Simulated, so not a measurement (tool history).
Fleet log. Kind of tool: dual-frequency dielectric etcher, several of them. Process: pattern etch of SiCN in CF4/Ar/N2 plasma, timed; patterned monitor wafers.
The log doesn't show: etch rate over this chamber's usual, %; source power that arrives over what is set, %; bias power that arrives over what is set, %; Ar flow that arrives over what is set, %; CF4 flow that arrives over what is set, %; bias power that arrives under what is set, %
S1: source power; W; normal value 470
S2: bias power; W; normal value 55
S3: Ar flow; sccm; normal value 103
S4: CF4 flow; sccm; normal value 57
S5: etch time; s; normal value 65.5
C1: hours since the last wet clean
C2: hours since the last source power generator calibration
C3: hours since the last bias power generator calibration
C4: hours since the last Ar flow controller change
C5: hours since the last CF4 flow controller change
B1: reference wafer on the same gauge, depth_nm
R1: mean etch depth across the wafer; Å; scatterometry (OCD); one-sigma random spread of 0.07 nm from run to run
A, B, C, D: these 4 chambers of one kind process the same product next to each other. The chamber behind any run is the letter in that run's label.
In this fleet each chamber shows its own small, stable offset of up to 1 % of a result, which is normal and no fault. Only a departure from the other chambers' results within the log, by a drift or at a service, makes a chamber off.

{"run": "1C", "hour": 7.6, "S1": 470, "S2": 55, "S3": 103, "S4": 57, "S5": 65.5, "C1": 333.9, "C2": 306.4, "C3": 1488.5, "C4": 818.8, "C5": 2167.1, "B1": 52.11, "R1": 511}
{"run": "2A", "hour": 17.8, "S1": 470, "S2": 55, "S3": 103, "S4": 57, "S5": 65.5, "C1": 512.5, "C2": 2608.6, "C3": 2003.8, "C4": 2895.6, "C5": 4699.4, "B1": 52.107, "R1": 512.9}
{"run": "3B", "hour": 25.0, "S1": 470, "S2": 55, "S3": 103, "S4": 57, "S5": 65.5, "C1": 406.1, "C2": 558.4, "C3": 390.6, "C4": 1353.6, "C5": 2314.9, "B1": 52.131, "R1": 509.3}
{"run": "4D", "hour": 32.6, "S1": 470, "S2": 55, "S3": 103, "S4": 57, "S5": 65.5, "C1": 282.5, "C2": 2246.1, "C3": 649.7, "C4": 3841, "C5": 1012, "B1": 52.119, "R1": 516.32}
{"run": "5A", "hour": 38.6, "S1": 470, "S2": 55, "S3": 103, "S4": 57, "S5": 65.5, "C1": 533.3, "C2": 2629.4, "C3": 2024.6, "C4": 2916.4, "C5": 4720.2, "B1": 52.148, "R1": 512.31}
{"run": "6D", "hour": 47.0, "S1": 470, "S2": 55, "S3": 103, "S4": 57, "S5": 65.5, "C1": 296.9, "C2": 2260.5, "C3": 664.1, "C4": 3855.4, "C5": 1026.4, "B1": 52.174, "R1": 516.49}
{"run": "7C", "hour": 58.1, "S1": 580, "S2": 55, "S3": 83, "S4": 57, "S5": 65.5, "C1": 384.4, "C2": 356.9, "C3": 1539, "C4": 869.3, "C5": 2217.6, "B1": 52.187, "R1": 641.04}
{"run": "8B", "hour": 64.4, "S1": 580, "S2": 55, "S3": 83, "S4": 57, "S5": 65.5, "C1": 445.5, "C2": 597.8, "C3": 430, "C4": 1393, "C5": 2354.3, "B1": 52.214, "R1": 638.71}
{"run": "9B", "hour": 71.0, "S1": 580, "S2": 55, "S3": 83, "S4": 57, "S5": 65.5, "C1": 452.1, "C2": 604.4, "C3": 436.6, "C4": 1399.6, "C5": 2360.9, "B1": 52.192, "R1": 636.65}
{"run": "10A", "hour": 79.7, "S1": 580, "S2": 55, "S3": 83, "S4": 57, "S5": 65.5, "C1": 574.4, "C2": 2670.5, "C3": 2065.7, "C4": 2957.5, "C5": 4761.3, "B1": 52.209, "R1": 640.42}
{"hour": 81.3, "done": "chamber A: wet clean of the chamber"}
{"run": "11D", "hour": 89.1, "S1": 470, "S2": 55, "S3": 103, "S4": 57, "S5": 65.5, "C1": 339, "C2": 2302.6, "C3": 706.2, "C4": 3897.5, "C5": 1068.5, "B1": 52.236, "R1": 517.42}
{"run": "12C", "hour": 94.8, "S1": 470, "S2": 55, "S3": 103, "S4": 57, "S5": 65.5, "C1": 421.1, "C2": 393.6, "C3": 1575.7, "C4": 906, "C5": 2254.3, "B1": 52.25, "R1": 511.36}
{"hour": 95.6, "done": "chamber B: wet clean of the chamber"}
{"run": "13A", "hour": 103.8, "S1": 470, "S2": 55, "S3": 103, "S4": 57, "S5": 65.5, "C1": 22.5, "C2": 2694.6, "C3": 2089.8, "C4": 2981.6, "C5": 4785.4, "B1": 52.238, "R1": 512.45}
{"run": "14B", "hour": 111.5, "S1": 470, "S2": 55, "S3": 103, "S4": 57, "S5": 65.5, "C1": 15.9, "C2": 644.9, "C3": 477.1, "C4": 1440.1, "C5": 2401.4, "B1": 52.258, "R1": 510.98}
{"run": "15C", "hour": 122.3, "S1": 470, "S2": 55, "S3": 103, "S4": 57, "S5": 65.5, "C1": 448.6, "C2": 421.1, "C3": 1603.2, "C4": 933.5, "C5": 2281.8, "B1": 52.267, "R1": 510.95}
{"run": "16D", "hour": 130.6, "S1": 470, "S2": 55, "S3": 103, "S4": 57, "S5": 65.5, "C1": 380.5, "C2": 2344.1, "C3": 747.7, "C4": 3939, "C5": 1110, "B1": 52.273, "R1": 517.47}
{"hour": 135.1, "done": "chamber C: wet clean of the chamber"}
{"run": "17B", "hour": 140.5, "S1": 470, "S2": 55, "S3": 103, "S4": 57, "S5": 65.5, "C1": 44.9, "C2": 673.9, "C3": 506.1, "C4": 1469.1, "C5": 2430.4, "B1": 52.286, "R1": 512.11}
{"run": "18D", "hour": 146.4, "S1": 470, "S2": 55, "S3": 103, "S4": 57, "S5": 65.5, "C1": 396.3, "C2": 2359.9, "C3": 763.5, "C4": 3954.8, "C5": 1125.8, "B1": 52.302, "R1": 518.46}
{"run": "19C", "hour": 157.0, "S1": 470, "S2": 55, "S3": 103, "S4": 57, "S5": 65.5, "C1": 22, "C2": 455.8, "C3": 1637.9, "C4": 968.2, "C5": 2316.5, "B1": 52.329, "R1": 512.93}
{"run": "20A", "hour": 163.0, "S1": 470, "S2": 55, "S3": 103, "S4": 63, "S5": 65.5, "C1": 81.7, "C2": 2753.8, "C3": 2149, "C4": 3040.8, "C5": 4844.6, "B1": 52.334, "R1": 521.98}
{"run": "21D", "hour": 168.7, "S1": 470, "S2": 55, "S3": 103, "S4": 63, "S5": 65.5, "C1": 418.6, "C2": 2382.2, "C3": 785.8, "C4": 3977.1, "C5": 1148.1, "B1": 52.346, "R1": 527.85}
{"run": "22C", "hour": 178.8, "S1": 470, "S2": 55, "S3": 103, "S4": 63, "S5": 65.5, "C1": 43.8, "C2": 477.6, "C3": 1659.7, "C4": 990, "C5": 2338.3, "B1": 52.344, "R1": 523.07}
{"run": "23A", "hour": 188.2, "S1": 470, "S2": 55, "S3": 103, "S4": 63, "S5": 65.5, "C1": 106.9, "C2": 2779, "C3": 2174.2, "C4": 3066, "C5": 4869.8, "B1": 52.373, "R1": 523.86}
{"run": "24B", "hour": 194.8, "S1": 540, "S2": 55, "S3": 117, "S4": 57, "S5": 65.5, "C1": 99.2, "C2": 728.2, "C3": 560.4, "C4": 1523.4, "C5": 2484.7, "B1": 52.37, "R1": 564.16}
{"run": "25D", "hour": 203.6, "S1": 540, "S2": 55, "S3": 117, "S4": 57, "S5": 65.5, "C1": 453.5, "C2": 2417.1, "C3": 820.7, "C4": 4012, "C5": 1183, "B1": 52.381, "R1": 574.76}

For the next run the whole fleet of 4 chambers uses the same settings. Give each chamber's results:
{"run": "26A", "hour": 211.6, "S1": 470, "S2": 55, "S3": 103, "S4": 57, "S5": 65.5, "R1": "?"}
{"run": "26B", "hour": 211.6, "S1": 470, "S2": 55, "S3": 103, "S4": 57, "S5": 65.5, "R1": "?"}
{"run": "26C", "hour": 211.6, "S1": 470, "S2": 55, "S3": 103, "S4": 57, "S5": 65.5, "R1": "?"}
{"run": "26D", "hour": 211.6, "S1": 470, "S2": 55, "S3": 103, "S4": 57, "S5": 65.5, "R1": "?"}

run=26A R1=514.7
run=26B R1=512.47
run=26C R1=513.42
run=26D R1=517.92
